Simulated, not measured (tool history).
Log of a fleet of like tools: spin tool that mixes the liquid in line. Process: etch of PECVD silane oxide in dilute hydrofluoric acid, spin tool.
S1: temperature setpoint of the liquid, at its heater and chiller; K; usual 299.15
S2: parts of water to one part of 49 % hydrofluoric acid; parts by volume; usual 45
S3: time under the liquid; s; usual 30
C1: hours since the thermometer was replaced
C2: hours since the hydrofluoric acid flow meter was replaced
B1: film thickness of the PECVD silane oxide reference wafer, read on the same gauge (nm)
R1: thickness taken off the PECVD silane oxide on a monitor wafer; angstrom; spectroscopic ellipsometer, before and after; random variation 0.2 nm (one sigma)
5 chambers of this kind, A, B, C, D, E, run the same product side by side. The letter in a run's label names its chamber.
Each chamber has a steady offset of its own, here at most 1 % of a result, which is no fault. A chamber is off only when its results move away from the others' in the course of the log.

run	hour	S1	S2	S3	C1	C2	B1	R1
1D	7.4	299.15	45	30	1899.8	717.9	90.001	274.67
2C	21.3	299.15	45	30	169.6	535.2	89.991	271.03
3A	33.5	299.15	45	30	77.7	729.8	89.981	272.22
4B	47.9	299.15	45	30	139.6	1128.3	90.028	276.92
5E	58.3	299.15	45	30	1305.1	1195.6	89.985	277.17
6A	66.4	299.15	45	40	110.6	762.7	90.028	367.81
7C	73	299.15	45	40	221.3	586.9	90.014	357.85
8B	81.5	299.15	45	40	173.2	1161.9	89.979	368.45
9E	90.5	299.15	45	40	1337.3	1227.8	89.989	368.83
10D	102.2	299.15	45	40	1994.6	812.7	90.006	362.52
11E	109.3	299.15	45	30	1356.1	1246.6	90.008	274.5
# hour 110.2: chamber E: hydrofluoric acid flow meter replaced
12A	117.9	299.15	45	30	162.1	814.2	90.009	277.61
13C	127.3	299.15	45	30	275.6	641.2	89.969	276.96
# hour 128.1: chamber E: thermometer replaced
14D	136.2	299.15	45	30	2028.6	846.7	90.004	273.54
15B	143.6	299.15	45	30	235.3	1224	90.014	278.64
16C	155.6	299.15	45	30	303.9	669.5	90.008	272.36
17B	164.2	299.15	45	30	255.9	1244.6	90.008	276.73
18D	172.6	299.15	45	30	2065	883.1	89.971	275.29
# hour 173.3: chamber C: hydrofluoric acid flow meter replaced
19E	187.1	299.15	45	30	59.1	76.9	90.003	276.44
20A	195.5	304.15	45	30	239.7	891.8	90.018	335.15
21B	205.9	304.15	45	30	297.6	1286.3	90.003	333.29
# hour 211.8: chamber D: thermometer replaced
22A	215.6	304.15	45	30	259.8	911.9	89.976	334.64
# hour 218.3: chamber B: hydrofluoric acid flow meter replaced
23C	225.3	304.15	45	30	373.6	52.1	89.992	330.41
24D	238.1	304.15	45	30	26.3	948.6	90.004	333.01
25E	246.8	299.15	45	30	118.8	136.6	90.04	275.96
26E	260.1	299.15	45	30	132.1	149.9	89.984	275.4
27D	267.9	299.15	45	30	56.1	978.4	90.008	272.85
28C	279.8	299.15	45	30	428.1	106.6	89.989	270.46
29B	287	299.15	60	15	378.7	68.8	89.99	100.12
30A	296.4	299.15	60	15	340.6	992.7	89.997	101.01
31B	303.1	299.15	60	15	394.8	84.9	90.014	100.96
32C	317.4	299.15	60	15	465.7	144.2	90.005	100.81
33D	330.2	299.15	60	15	118.4	1040.7	90.016	101.41
34E	339	299.15	45	30	211	228.8	90.006	277.77
35A	348.5	299.15	45	30	392.7	1044.8	90.012	273.3
36C	357.4	299.15	45	30	505.7	184.2	89.977	271.38
37B	369.7	299.15	45	30	461.4	151.5	90.008	275.13
38D	383.5	299.15	45	30	171.7	1094	90.022	275.17
39E	392.5	299.15	45	20	264.5	282.3	90.01	184.35

All 5 chambers run these settings next. Forecast each chamber's results:
40A	403.1	299.15	45	30				?
40B	403.1	299.15	45	30				?
40C	403.1	299.15	45	30				?
40D	403.1	299.15	45	30				?
40E	403.1	299.15	45	30				?

run	R1
40A	274.36
40B	278.36
40C	274.33
40D	274.89
40E	276.63
